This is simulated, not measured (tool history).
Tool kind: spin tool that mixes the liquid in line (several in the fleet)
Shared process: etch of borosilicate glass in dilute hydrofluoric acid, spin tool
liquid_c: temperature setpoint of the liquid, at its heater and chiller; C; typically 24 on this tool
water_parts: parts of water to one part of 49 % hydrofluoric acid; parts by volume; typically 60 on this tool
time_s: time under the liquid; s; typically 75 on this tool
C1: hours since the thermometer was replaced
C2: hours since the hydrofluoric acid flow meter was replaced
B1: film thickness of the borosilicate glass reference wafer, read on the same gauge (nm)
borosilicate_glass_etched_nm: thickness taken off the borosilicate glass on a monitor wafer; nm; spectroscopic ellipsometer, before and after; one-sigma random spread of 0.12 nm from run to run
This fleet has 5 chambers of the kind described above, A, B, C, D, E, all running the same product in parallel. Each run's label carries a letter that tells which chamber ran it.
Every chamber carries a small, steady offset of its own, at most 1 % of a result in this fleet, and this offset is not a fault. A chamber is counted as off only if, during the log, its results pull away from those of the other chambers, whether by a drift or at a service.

At day 0.175: chamber B: hydrofluoric acid flow meter replaced.
Run 1D, day 0.208: usual settings; C1 1904.8; C2 1099.5; B1 70.019. Result: borosilicate_glass_etched_nm 40.743 nm.
Run 2C, day 0.462: usual settings; C1 1374.7; C2 108.6; B1 70.018. Result: borosilicate_glass_etched_nm 40.398 nm.
Run 3E, day 0.792: usual settings; C1 836.9; C2 461.7; B1 69.983. Result: borosilicate_glass_etched_nm 40.545 nm.
Run 4A, day 1.088: usual settings; C1 206.9; C2 46.4; B1 69.996. Result: borosilicate_glass_etched_nm 40.404 nm.
Run 5B, day 1.442: usual settings; C1 645; C2 30.4; B1 69.993. Result: borosilicate_glass_etched_nm 40.408 nm.
Run 6A, day 1.721: usual settings; C1 222.1; C2 61.6; B1 70.013. Result: borosilicate_glass_etched_nm 40.821 nm.
Run 7B, day 1.929: usual settings but liquid_c 27.5 C, water_parts 85 parts by volume; C1 656.7; C2 42.1; B1 69.98. Result: borosilicate_glass_etched_nm 31.899 nm.
Run 8C, day 2.112: usual settings but liquid_c 27.5 C, water_parts 85 parts by volume; C1 1414.3; C2 148.2; B1 70.042. Result: borosilicate_glass_etched_nm 31.738 nm.
Run 9D, day 2.3: usual settings but liquid_c 27.5 C, water_parts 85 parts by volume; C1 1955; C2 1149.7; B1 69.966. Result: borosilicate_glass_etched_nm 31.997 nm.
Run 10E, day 2.492: usual settings but liquid_c 27.5 C, water_parts 85 parts by volume; C1 877.7; C2 502.5; B1 70.014. Result: borosilicate_glass_etched_nm 31.72 nm.
Run 11A, day 2.746: usual settings but liquid_c 27.5 C, water_parts 85 parts by volume; C1 246.7; C2 86.2; B1 69.992. Result: borosilicate_glass_etched_nm 31.997 nm.
Run 12C, day 2.983: usual settings but water_parts 75 parts by volume; C1 1435.2; C2 169.1; B1 70.002. Result: borosilicate_glass_etched_nm 31.624 nm.
Run 13B, day 3.183: usual settings but water_parts 75 parts by volume; C1 686.8; C2 72.2; B1 69.988. Result: borosilicate_glass_etched_nm 31.73 nm.
Run 14E, day 3.529: usual settings but water_parts 75 parts by volume; C1 902.6; C2 527.4; B1 70.015. Result: borosilicate_glass_etched_nm 31.623 nm.
Run 15D, day 3.708: usual settings but water_parts 75 parts by volume; C1 1988.8; C2 1183.5; B1 69.979. Result: borosilicate_glass_etched_nm 31.888 nm.
Run 16A, day 3.975: usual settings but water_parts 75 parts by volume; C1 276.2; C2 115.7; B1 70.029. Result: borosilicate_glass_etched_nm 31.947 nm.
Run 17D, day 4.308: usual settings; C1 2003.2; C2 1197.9; B1 70.037. Result: borosilicate_glass_etched_nm 40.718 nm.
Run 18E, day 4.608: usual settings; C1 928.5; C2 553.3; B1 70.039. Result: borosilicate_glass_etched_nm 40.255 nm.
Run 19B, day 4.846: usual settings; C1 726.7; C2 112.1; B1 69.981. Result: borosilicate_glass_etched_nm 40.121 nm.
Run 20C, day 5.096: usual settings; C1 1485.9; C2 219.8; B1 69.985. Result: borosilicate_glass_etched_nm 40.373 nm.
Run 21E, day 5.396: usual settings; C1 947.4; C2 572.2; B1 70.003. Result: borosilicate_glass_etched_nm 40.554 nm.
Run 22A, day 5.583: usual settings but time_s 55 s; C1 314.8; C2 154.3; B1 69.975. Result: borosilicate_glass_etched_nm 29.812 nm.
Run 23C, day 5.821: usual settings but time_s 55 s; C1 1503.3; C2 237.2; B1 70.028. Result: borosilicate_glass_etched_nm 29.458 nm.
Run 24B, day 6: usual settings but time_s 55 s; C1 754.4; C2 139.8; B1 70.014. Result: borosilicate_glass_etched_nm 29.275 nm.
Run 25D, day 6.342: usual settings but time_s 55 s; C1 2052; C2 1246.7; B1 69.996. Result: borosilicate_glass_etched_nm 30.067 nm.
Run 26B, day 6.504: usual settings but time_s 55 s; C1 766.5; C2 151.9; B1 69.978. Result: borosilicate_glass_etched_nm 29.372 nm.
At day 6.571: chamber E: thermometer replaced.
Run 27E, day 6.833: usual settings; C1 6.4; C2 606.7; B1 70.022. Result: borosilicate_glass_etched_nm 40.359 nm.
Run 28A, day 7.067: usual settings; C1 350.4; C2 189.9; B1 70.035. Result: borosilicate_glass_etched_nm 40.693 nm.
Run 29C, day 7.358: usual settings; C1 1540.2; C2 274.1; B1 69.982. Result: borosilicate_glass_etched_nm 40.422 nm.
Run 30D, day 7.638: usual settings; C1 2083.1; C2 1277.8; B1 69.989. Result: borosilicate_glass_etched_nm 40.696 nm.
Run 31D, day 7.954: usual settings but liquid_c 21.5 C, time_s 115 s; C1 2090.7; C2 1285.4; B1 69.99. Result: borosilicate_glass_etched_nm 56.208 nm.
Run 32B, day 8.246: usual settings but liquid_c 21.5 C, time_s 115 s; C1 808.3; C2 193.7; B1 70.002. Result: borosilicate_glass_etched_nm 55.146 nm.
Run 33C, day 8.421: usual settings but liquid_c 21.5 C, time_s 115 s; C1 1565.7; C2 299.6; B1 70.055. Result: borosilicate_glass_etched_nm 55.58 nm.
Run 34A, day 8.717: usual settings but liquid_c 21.5 C, time_s 115 s; C1 390; C2 229.5; B1 70.013. Result: borosilicate_glass_etched_nm 56.149 nm.
Run 35E, day 8.996: usual settings but liquid_c 21.5 C, time_s 115 s; C1 58.3; C2 658.6; B1 69.991. Result: borosilicate_glass_etched_nm 55.688 nm.
Run 36C, day 9.192: usual settings; C1 1584.2; C2 318.1; B1 69.935. Result: borosilicate_glass_etched_nm 40.358 nm.
Run 37B, day 9.525: usual settings; C1 839; C2 224.4; B1 70.018. Result: borosilicate_glass_etched_nm 39.513 nm.
Run 38A, day 9.842: usual settings; C1 417; C2 256.5; B1 69.999. Result: borosilicate_glass_etched_nm 40.616 nm.
Run 39D, day 10.075: usual settings but time_s 30 s; C1 2141.6; C2 1336.3; B1 69.983. Result: borosilicate_glass_etched_nm 16.169 nm.
Run 40E, day 10.425: usual settings but time_s 30 s; C1 92.6; C2 692.9; B1 70.018. Result: borosilicate_glass_etched_nm 16.197 nm.
Run 41B, day 10.654: usual settings but time_s 30 s; C1 866.1; C2 251.5; B1 69.974. Result: borosilicate_glass_etched_nm 15.886 nm.
Run 42D, day 10.838: usual settings but time_s 30 s; C1 2159.9; C2 1354.6; B1 70.003. Result: borosilicate_glass_etched_nm 16.245 nm.
Run 43E, day 11.029: usual settings but time_s 30 s; C1 107.1; C2 707.4; B1 70.017. Result: borosilicate_glass_etched_nm 16.181 nm.

One chamber off, gauge drift, or nothing amiss beyond the chambers' own small offsets? If it is a chamber, which one, and what is the likeliest cause?

One chamber, B, drifts off from the rest bit by bit.
Likeliest cause: liquid colder than its thermometer reads (K) = 0.464.
The log may not separate it from: hydrofluoric acid flow below the setpoint (%).

Which of the 4 candidates below, each the usual settings with something changed and its results left as question marks, puts chamber B back in line with what the other chambers give on the usual settings?
To be in line, a result may differ from the other chambers' mean on the usual settings by at most: borosilicate_glass_etched_nm 0.43 nm
Run 44B-1, day 11.283: usual settings but liquid_c 23.5 C. Result: borosilicate_glass_etched_nm ?.
Run 44B-2, day 11.283: usual settings but liquid_c 24.5 C. Result: borosilicate_glass_etched_nm ?.
Run 44B-3, day 11.283: usual settings but liquid_c 23 C. Result: borosilicate_glass_etched_nm ?.
Run 44B-4, day 11.283: usual settings but liquid_c 25 C. Result: borosilicate_glass_etched_nm ?.

Mean of the other chambers on the usual settings: borosilicate_glass_etched_nm 40.506 nm
  run  borosilicate_glass_etched_nm
44B-1                        38.756
44B-2                        40.377
44B-3                        37.965
44B-4                        41.208
44B-2 is the one that brings the chamber's results back in line with the other chambers.

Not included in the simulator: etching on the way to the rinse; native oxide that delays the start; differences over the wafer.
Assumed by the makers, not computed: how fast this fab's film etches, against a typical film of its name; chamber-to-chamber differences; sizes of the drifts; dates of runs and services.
